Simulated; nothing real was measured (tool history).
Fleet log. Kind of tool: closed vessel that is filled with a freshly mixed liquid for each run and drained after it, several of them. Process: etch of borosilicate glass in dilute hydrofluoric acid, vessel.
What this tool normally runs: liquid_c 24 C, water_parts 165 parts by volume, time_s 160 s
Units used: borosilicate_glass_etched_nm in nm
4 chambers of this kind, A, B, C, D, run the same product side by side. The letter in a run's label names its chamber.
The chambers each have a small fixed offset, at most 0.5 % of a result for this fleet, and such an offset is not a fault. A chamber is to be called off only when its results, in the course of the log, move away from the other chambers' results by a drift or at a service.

run   hour  liquid_c  water_parts  time_s  read-back film thickness of the borosilicate glass reference wafer, read on the same gauge (nm)  borosilicate_glass_etched_nm
 1A   15.5        24          165     160                                                                                           90.007                         15.26
 2C   30.7        24          165     160                                                                                           90.006                         15.43
 3D   41.8        24          165     160                                                                                           89.983                        15.175
 4B   56.7        24          165     160                                                                                           90.007                        15.162
 5B   65.6        24          165     220                                                                                           90.007                        20.882
 6C   76.5        24          165     220                                                                                           90.009                        20.928
 7A   90.9        24          165     220                                                                                           90.007                         21.02
 8D  101.4        24          165     220                                                                                           90.002                        20.959
     107.2  -- chamber D: thermometer replaced
 9D  115.4        24          165     160                                                                                           90.032                        15.282
10B    127        24          165     160                                                                                           89.999                        15.515
11A  134.5        24          165     160                                                                                           89.989                        15.404
12C  146.4        24          165     160                                                                                           90.003                        15.387
13D  155.8        24          165     160                                                                                           90.004                        15.116
14B    165        24          165     160                                                                                           90.033                        15.744
15C  176.3        24          165     160                                                                                           89.989                        15.503
16A  187.5        24          165     160                                                                                           89.995                        15.262
17D  199.2        24          165     160                                                                                           89.979                        15.294
18B  210.9        24          135     160                                                                                           90.027                        20.054
19C  225.7        24          135     160                                                                                           90.017                         19.43
20A  235.5        24          135     160                                                                                           89.987                        19.322
21A  251.5        24          135     160                                                                                           90.003                        19.373
22C  263.5        24          165     160                                                                                           90.014                         15.45
23D  276.3        24          165     160                                                                                           90.021                        15.401
24B  283.5        24          165     160                                                                                           90.007                        16.065

Does one chamber stand apart from the rest, does the shared gauge drift, or is all well apart from small per-chamber offsets? Give the chamber and the most likely cause, where there is one.

Little by little, chamber B moves away from the other chambers.
Likeliest cause: liquid hotter than its thermometer reads (K) = 1.79.
With only this log, it may be confused with: hydrofluoric acid flow above the setpoint (%).

Chamber B could run next with any of the 4 candidate recipes listed below; each alters the usual settings, and their results appear as question marks. Which one brings its results back in line with what the other chambers deliver on the usual settings?
In-line tolerance around the mean of the other chambers on the usual settings: borosilicate_glass_etched_nm 0.3 nm
25B-1  295.5      25.5          165     160                                                                                                                              ?
25B-2  295.5        24          160     170                                                                                                                              ?
25B-3  295.5      21.5          165     160                                                                                                                              ?
25B-4  295.5        24          165     150                                                                                                                              ?

The mean the other chambers reach with the usual settings: borosilicate_glass_etched_nm 15.308 nm
  run  borosilicate_glass_etched_nm
25B-1                        17.162
25B-2                        17.882
25B-3                        14.748
25B-4                        15.213
It is 25B-4 that realigns the chamber with its peers.
